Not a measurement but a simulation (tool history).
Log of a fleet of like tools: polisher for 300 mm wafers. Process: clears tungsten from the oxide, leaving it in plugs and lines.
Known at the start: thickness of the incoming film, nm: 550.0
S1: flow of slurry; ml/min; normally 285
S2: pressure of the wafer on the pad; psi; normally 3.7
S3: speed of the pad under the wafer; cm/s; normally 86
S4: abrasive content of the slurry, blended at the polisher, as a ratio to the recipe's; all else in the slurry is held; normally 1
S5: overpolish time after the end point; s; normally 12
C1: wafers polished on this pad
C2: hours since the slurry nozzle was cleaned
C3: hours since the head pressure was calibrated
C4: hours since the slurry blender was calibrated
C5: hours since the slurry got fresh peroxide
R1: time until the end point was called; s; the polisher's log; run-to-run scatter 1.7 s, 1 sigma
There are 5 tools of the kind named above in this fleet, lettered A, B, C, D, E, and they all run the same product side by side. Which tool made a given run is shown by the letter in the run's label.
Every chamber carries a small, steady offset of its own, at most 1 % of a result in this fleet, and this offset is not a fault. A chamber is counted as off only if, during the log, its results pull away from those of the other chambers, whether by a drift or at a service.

run 1C hour=5.2 | S1=285 S2=3.7 S3=86 S4=1 S5=12 | C1=934 C2=463.9 C3=397 C4=39.6 C5=59.3 | R1=141.72
run 2B hour=10.5 | S1=285 S2=3.7 S3=86 S4=1 S5=12 | C1=609 C2=341.1 C3=714.5 C4=277.1 C5=105.2 | R1=142.43
run 3E hour=15.2 | S1=285 S2=3.7 S3=86 S4=1 S5=12 | C1=196 C2=43 C3=591.3 C4=195.2 C5=80.2 | R1=144.18
run 4D hour=18 | S1=285 S2=3.7 S3=86 S4=1 S5=12 | C1=463 C2=551.1 C3=373.8 C4=243 C5=33.4 | R1=139.55
-- hour=22.5 chamber B: worn pad replaced by a new one
run 5A hour=22.8 | S1=285 S2=3.7 S3=86 S4=1 S5=12 | C1=671 C2=253.9 C3=272.3 C4=33.5 C5=93.2 | R1=142.67
run 6B hour=26.4 | S1=285 S2=3.7 S3=86 S4=1 S5=12 | C1=27 C2=357 C3=730.4 C4=293 C5=121.1 | R1=142.29
-- hour=28.2 chamber B: slurry nozzle cleaned
run 7A hour=29.8 | S1=285 S2=3.7 S3=86 S4=1 S5=12 | C1=719 C2=260.9 C3=279.3 C4=40.5 C5=100.2 | R1=139.39
run 8C hour=33.6 | S1=285 S2=3.7 S3=86 S4=1 S5=12 | C1=1129 C2=492.3 C3=425.4 C4=68 C5=87.7 | R1=142.23
run 9D hour=36.1 | S1=285 S2=3.7 S3=86 S4=1 S5=12 | C1=588 C2=569.2 C3=391.9 C4=261.1 C5=51.5 | R1=142.68
run 10E hour=38.6 | S1=285 S2=3.7 S3=86 S4=1 S5=12 | C1=357 C2=66.4 C3=614.7 C4=218.6 C5=103.6 | R1=145.86
run 11C hour=43.4 | S1=285 S2=3.7 S3=86 S4=1 S5=12 | C1=1196 C2=502.1 C3=435.2 C4=77.8 C5=97.5 | R1=141.79
-- hour=44.3 chamber B: slurry tank refilled with fresh slurry and peroxide
run 12A hour=47 | S1=285 S2=3.7 S3=86 S4=1 S5=12 | C1=837 C2=278.1 C3=296.5 C4=57.7 C5=117.4 | R1=141.24
-- hour=49.4 chamber D: worn pad replaced by a new one
run 13E hour=51.1 | S1=285 S2=3.7 S3=86 S4=1 S5=12 | C1=443 C2=78.9 C3=627.2 C4=231.1 C5=116.1 | R1=145.58
run 14D hour=56.1 | S1=285 S2=3.7 S3=86 S4=1 S5=12 | C1=46 C2=589.2 C3=411.9 C4=281.1 C5=71.5 | R1=142.88
-- hour=58.3 chamber C: head pressure recalibrated
-- hour=59.1 chamber E: head pressure recalibrated
run 15B hour=59.4 | S1=285 S2=3.7 S3=86 S4=1 S5=12 | C1=253 C2=31.3 C3=763.4 C4=326 C5=15.1 | R1=142.61
run 16E hour=62.4 | S1=285 S2=3.7 S3=86 S4=1 S5=12 | C1=520 C2=90.2 C3=3.3 C4=242.4 C5=127.4 | R1=149.09
run 17D hour=66.8 | S1=285 S2=3.7 S3=86 S4=1 S5=12 | C1=119 C2=599.9 C3=422.6 C4=291.8 C5=82.2 | R1=142.17
run 18A hour=69.5 | S1=285 S2=3.7 S3=86 S4=1 S5=12 | C1=991 C2=300.6 C3=319 C4=80.2 C5=139.9 | R1=142.23
-- hour=71.1 chamber E: worn pad replaced by a new one
-- hour=71.5 chamber A: slurry tank refilled with fresh slurry and peroxide
run 19C hour=72 | S1=285 S2=3.7 S3=86 S4=1 S5=12 | C1=1392 C2=530.7 C3=13.8 C4=106.4 C5=126.1 | R1=141.56
-- hour=72.7 chamber C: worn pad replaced by a new one
run 20B hour=75 | S1=285 S2=3.7 S3=86 S4=1 S5=12 | C1=360 C2=46.9 C3=779 C4=341.6 C5=30.7 | R1=142.66
run 21E hour=79.3 | S1=285 S2=3.7 S3=86 S4=1 S5=12 | C1=56 C2=107.1 C3=20.2 C4=259.3 C5=144.3 | R1=152.44
run 22D hour=82.5 | S1=285 S2=3.7 S3=86 S4=1 S5=12 | C1=227 C2=615.6 C3=438.3 C4=307.5 C5=97.9 | R1=141.45
run 23B hour=86.8 | S1=285 S2=4.9 S3=86 S4=1 S5=8 | C1=441 C2=58.7 C3=790.8 C4=353.4 C5=42.5 | R1=106.69
run 24A hour=90.8 | S1=285 S2=4.9 S3=86 S4=1 S5=8 | C1=1137 C2=321.9 C3=340.3 C4=101.5 C5=19.3 | R1=106.7
-- hour=93.6 chamber A: slurry blender recalibrated
run 25C hour=95.7 | S1=285 S2=4.9 S3=86 S4=1 S5=8 | C1=158 C2=554.4 C3=37.5 C4=130.1 C5=149.8 | R1=108.9
run 26B hour=100.4 | S1=285 S2=4.9 S3=86 S4=1 S5=8 | C1=534 C2=72.3 C3=804.4 C4=367 C5=56.1 | R1=107.35
run 27C hour=103 | S1=285 S2=4.9 S3=86 S4=1 S5=8 | C1=208 C2=561.7 C3=44.8 C4=137.4 C5=157.1 | R1=107.34
run 28D hour=105.7 | S1=285 S2=3.7 S3=86 S4=1 S5=12 | C1=386 C2=638.8 C3=461.5 C4=330.7 C5=121.1 | R1=142.69
-- hour=106.1 chamber D: slurry blender recalibrated
run 29E hour=108.7 | S1=285 S2=3.7 S3=86 S4=1 S5=12 | C1=258 C2=136.5 C3=49.6 C4=288.7 C5=173.7 | R1=157.77
-- hour=111.4 chamber A: worn pad replaced by a new one
-- hour=112.3 chamber C: slurry tank refilled with fresh slurry and peroxide
run 30A hour=113.7 | S1=285 S2=3.7 S3=86 S4=1 S5=12 | C1=16 C2=344.8 C3=363.2 C4=20.2 C5=42.2 | R1=141.67
run 31E hour=117.8 | S1=285 S2=3.7 S3=86 S4=1 S5=12 | C1=320 C2=145.6 C3=58.7 C4=297.8 C5=182.8 | R1=155.85
-- hour=121.6 chamber D: slurry tank refilled with fresh slurry and peroxide
run 32A hour=122.5 | S1=285 S2=3.7 S3=86 S4=1 S5=12 | C1=76 C2=353.6 C3=372 C4=29 C5=51 | R1=139.14
-- hour=123.9 chamber B: worn pad replaced by a new one
run 33C hour=126.7 | S1=285 S2=3.7 S3=86 S4=1 S5=12 | C1=370 C2=585.4 C3=68.5 C4=161.1 C5=14.5 | R1=143.75
run 34B hour=130.6 | S1=285 S2=3.7 S3=86 S4=1 S5=12 | C1=46 C2=102.5 C3=834.6 C4=397.2 C5=86.3 | R1=143.66
run 35D hour=132.9 | S1=285 S2=3.7 S3=86 S4=1 S5=12 | C1=573 C2=666 C3=488.7 C4=26.8 C5=11.4 | R1=141.41
run 36D hour=137.8 | S1=285 S2=3.7 S3=86 S4=1 S5=12 | C1=606 C2=670.9 C3=493.6 C4=31.7 C5=16.3 | R1=143.42
run 37B hour=141.3 | S1=210 S2=3.7 S3=86 S4=1 S5=12 | C1=119 C2=113.2 C3=845.3 C4=407.9 C5=97 | R1=146.57

Is one chamber off against the others, does the gauge drift, or is nothing wrong? If a chamber is off, say which, and what the likeliest cause is.

One chamber, E, drifts off from the rest bit by bit.
Most likely cause: peroxide lost from the slurry, % = 30.2.

Chamber E could run next with any of the 4 candidate recipes listed below; each alters the usual settings, and their results appear as question marks. Which one brings its results back in line with what the other chambers deliver on the usual settings?
Allowed miss from the other chambers' usual-settings mean, per result, to count as in line: R1 6.1 s
run 38E-1 hour=145.1 | S1=285 S2=4 S3=92 S4=1 S5=12 | R1=?
run 38E-2 hour=145.1 | S1=280 S2=3.2 S3=86 S4=1 S5=12 | R1=?
run 38E-3 hour=145.1 | S1=285 S2=3.5 S3=86 S4=1 S5=12 | R1=?
run 38E-4 hour=145.1 | S1=285 S2=3.8 S3=88 S4=1 S5=12 | R1=?

Mean of the other chambers on the usual settings: R1 141.73 s
run=38E-1 R1=142.91
run=38E-2 R1=192.09
run=38E-3 R1=175.14
run=38E-4 R1=157.45
With 38E-1, the chamber falls back in line with the rest.
